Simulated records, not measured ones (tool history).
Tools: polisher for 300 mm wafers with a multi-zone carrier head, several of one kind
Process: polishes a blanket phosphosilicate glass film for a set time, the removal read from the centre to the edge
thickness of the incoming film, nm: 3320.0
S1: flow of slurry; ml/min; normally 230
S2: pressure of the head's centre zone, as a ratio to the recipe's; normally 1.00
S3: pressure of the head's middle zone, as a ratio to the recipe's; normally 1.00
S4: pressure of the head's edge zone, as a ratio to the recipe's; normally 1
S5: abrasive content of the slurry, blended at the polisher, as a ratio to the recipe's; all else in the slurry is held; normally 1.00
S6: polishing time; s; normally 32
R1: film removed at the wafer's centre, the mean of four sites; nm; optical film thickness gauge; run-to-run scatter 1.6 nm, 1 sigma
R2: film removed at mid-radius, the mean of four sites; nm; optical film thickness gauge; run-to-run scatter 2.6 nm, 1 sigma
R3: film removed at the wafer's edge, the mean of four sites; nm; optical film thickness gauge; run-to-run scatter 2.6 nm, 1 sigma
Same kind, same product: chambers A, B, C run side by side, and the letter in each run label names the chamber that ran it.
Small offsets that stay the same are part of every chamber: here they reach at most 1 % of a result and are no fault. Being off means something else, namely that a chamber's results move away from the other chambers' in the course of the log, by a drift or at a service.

{"hour": 0.9, "done": "chamber B: worn pad replaced by a new one"}
{"run": "1A", "hour": 2.9, "S1": 230, "S2": 1.0, "S3": 1.0, "S4": 1, "S5": 1.0, "S6": 32, "R1": 195.55, "R2": 195.71, "R3": 199.18}
{"run": "2C", "hour": 5.5, "S1": 230, "S2": 1.0, "S3": 1.0, "S4": 1, "S5": 1.0, "S6": 32, "R1": 192.85, "R2": 196.34, "R3": 194.0}
{"run": "3B", "hour": 9.5, "S1": 230, "S2": 1.0, "S3": 1.0, "S4": 1, "S5": 1.0, "S6": 32, "R1": 196.65, "R2": 192.48, "R3": 195.73}
{"run": "4A", "hour": 15.1, "S1": 230, "S2": 1.0, "S3": 1.0, "S4": 1, "S5": 1.0, "S6": 32, "R1": 192.85, "R2": 193.37, "R3": 195.62}
{"run": "5C", "hour": 19.6, "S1": 230, "S2": 1.0, "S3": 1.0, "S4": 1, "S5": 1.0, "S6": 32, "R1": 192.81, "R2": 199.96, "R3": 195.6}
{"run": "6B", "hour": 24.3, "S1": 230, "S2": 1.0, "S3": 1.0, "S4": 1, "S5": 1.0, "S6": 32, "R1": 193.93, "R2": 194.33, "R3": 196.29}
{"run": "7C", "hour": 27.4, "S1": 230, "S2": 1.0, "S3": 1.0, "S4": 1, "S5": 1.0, "S6": 32, "R1": 194.46, "R2": 191.89, "R3": 196.69}
{"run": "8A", "hour": 32.5, "S1": 230, "S2": 1.0, "S3": 1.0, "S4": 1, "S5": 1.0, "S6": 32, "R1": 193.71, "R2": 197.77, "R3": 192.77}
{"run": "9B", "hour": 36.7, "S1": 230, "S2": 1.0, "S3": 1.05, "S4": 1, "S5": 1.15, "S6": 32, "R1": 205.45, "R2": 220.47, "R3": 207.61}
{"run": "10B", "hour": 39.2, "S1": 230, "S2": 1.0, "S3": 1.05, "S4": 1, "S5": 1.15, "S6": 32, "R1": 205.51, "R2": 222.64, "R3": 207.0}
{"hour": 42.5, "done": "chamber A: worn pad replaced by a new one"}
{"run": "11C", "hour": 42.8, "S1": 230, "S2": 1.0, "S3": 1.05, "S4": 1, "S5": 1.15, "S6": 32, "R1": 204.95, "R2": 216.55, "R3": 207.52}
{"run": "12A", "hour": 45.3, "S1": 230, "S2": 1.0, "S3": 1.0, "S4": 1, "S5": 1.0, "S6": 32, "R1": 194.74, "R2": 195.39, "R3": 192.5}
{"hour": 49.6, "done": "chamber B: edge zone pressure recalibrated"}
{"run": "13B", "hour": 50.5, "S1": 230, "S2": 1.0, "S3": 1.0, "S4": 1, "S5": 1.0, "S6": 32, "R1": 194.08, "R2": 192.64, "R3": 192.36}
{"run": "14C", "hour": 54.8, "S1": 230, "S2": 1.0, "S3": 1.0, "S4": 1, "S5": 1.0, "S6": 32, "R1": 192.11, "R2": 194.49, "R3": 195.04}
{"hour": 55.5, "done": "chamber B: worn pad replaced by a new one"}
{"run": "15A", "hour": 57.6, "S1": 230, "S2": 1.0, "S3": 1.0, "S4": 1, "S5": 1.0, "S6": 32, "R1": 194.82, "R2": 193.42, "R3": 195.86}
{"run": "16B", "hour": 60.1, "S1": 230, "S2": 1.0, "S3": 1.0, "S4": 1, "S5": 1.0, "S6": 32, "R1": 191.12, "R2": 191.76, "R3": 190.65}
{"run": "17C", "hour": 65.6, "S1": 230, "S2": 1.0, "S3": 1.0, "S4": 1, "S5": 1.0, "S6": 32, "R1": 193.04, "R2": 197.36, "R3": 194.37}
{"run": "18A", "hour": 68.9, "S1": 230, "S2": 1.0, "S3": 1.0, "S4": 1, "S5": 1.0, "S6": 32, "R1": 191.79, "R2": 191.94, "R3": 198.78}
{"run": "19A", "hour": 73.7, "S1": 230, "S2": 1.04, "S3": 0.95, "S4": 1, "S5": 1.0, "S6": 32, "R1": 199.74, "R2": 184.8, "R3": 190.75}
{"run": "20B", "hour": 76.9, "S1": 230, "S2": 1.04, "S3": 0.95, "S4": 1, "S5": 1.0, "S6": 32, "R1": 197.46, "R2": 180.03, "R3": 195.51}
{"run": "21C", "hour": 80.8, "S1": 230, "S2": 1.04, "S3": 0.95, "S4": 1, "S5": 1.0, "S6": 32, "R1": 202.77, "R2": 187.95, "R3": 191.14}
{"run": "22B", "hour": 85.4, "S1": 230, "S2": 1.0, "S3": 1.0, "S4": 1, "S5": 1.0, "S6": 32, "R1": 187.78, "R2": 200.28, "R3": 195.33}
{"run": "23C", "hour": 89.7, "S1": 230, "S2": 1.0, "S3": 1.0, "S4": 1, "S5": 1.0, "S6": 32, "R1": 193.3, "R2": 194.26, "R3": 194.62}
{"run": "24A", "hour": 93.5, "S1": 230, "S2": 1.0, "S3": 1.0, "S4": 1, "S5": 1.0, "S6": 32, "R1": 194.04, "R2": 198.4, "R3": 194.59}
{"run": "25A", "hour": 98.8, "S1": 230, "S2": 1.0, "S3": 1.0, "S4": 1, "S5": 1.0, "S6": 32, "R1": 194.79, "R2": 190.53, "R3": 198.97}
{"run": "26C", "hour": 102.3, "S1": 190, "S2": 1.0, "S3": 1.0, "S4": 1, "S5": 0.9, "S6": 32, "R1": 180.31, "R2": 183.06, "R3": 182.79}
{"run": "27B", "hour": 106.0, "S1": 190, "S2": 1.0, "S3": 1.0, "S4": 1, "S5": 0.9, "S6": 32, "R1": 170.64, "R2": 180.08, "R3": 181.67}
{"hour": 107.7, "done": "chamber C: worn pad replaced by a new one"}
{"run": "28C", "hour": 110.7, "S1": 190, "S2": 1.0, "S3": 1.0, "S4": 1, "S5": 0.9, "S6": 32, "R1": 179.13, "R2": 183.4, "R3": 183.88}
{"run": "29B", "hour": 113.5, "S1": 230, "S2": 1.0, "S3": 1.0, "S4": 1, "S5": 1.0, "S6": 32, "R1": 181.87, "R2": 191.47, "R3": 192.27}

Which is it: a chamber that has drifted or been left off by a service, a gauge drift common to all chambers, or only each chamber's usual small offset? If a chamber is off, name it and its likeliest cause.

One chamber, B, drifts off from the rest bit by bit.
What lies behind it: centre zone's pressure below its setpoint, % = 6.6.

Which of the 4 candidates below, each the usual settings with something changed and its results left as question marks, puts chamber B back in line with what the other chambers give on the usual settings?
In line here means within this much of the mean the other chambers give on the usual settings: R1 5.60 nm; R2 9.10 nm; R3 9.20 nm
{"run": "30B-1", "hour": 117.6, "S1": 230, "S2": 1.01, "S3": 1.0, "S4": 1.0, "S5": 1.0, "S6": 32, "R1": "?", "R2": "?", "R3": "?"}
{"run": "30B-2", "hour": 117.6, "S1": 230, "S2": 0.99, "S3": 1.0, "S4": 1.0, "S5": 1.0, "S6": 32, "R1": "?", "R2": "?", "R3": "?"}
{"run": "30B-3", "hour": 117.6, "S1": 235, "S2": 1.05, "S3": 0.98, "S4": 0.99, "S5": 1.0, "S6": 32, "R1": "?", "R2": "?", "R3": "?"}
{"run": "30B-4", "hour": 117.6, "S1": 225, "S2": 0.95, "S3": 1.02, "S4": 1.01, "S5": 1.0, "S6": 32, "R1": "?", "R2": "?", "R3": "?"}

Usual-settings mean across the other chambers: R1 193.78 nm; R2 194.83 nm; R3 195.36 nm
run=30B-1 R1=183.28 R2=195.56 R3=193.57
run=30B-2 R1=179.33 R2=195.58 R3=193.57
run=30B-3 R1=191.72 R2=192.47 R3=193.00
run=30B-4 R1=170.93 R2=198.63 R3=194.12
The answer is 30B-3, which returns the chamber to within the allowed miss of the others.

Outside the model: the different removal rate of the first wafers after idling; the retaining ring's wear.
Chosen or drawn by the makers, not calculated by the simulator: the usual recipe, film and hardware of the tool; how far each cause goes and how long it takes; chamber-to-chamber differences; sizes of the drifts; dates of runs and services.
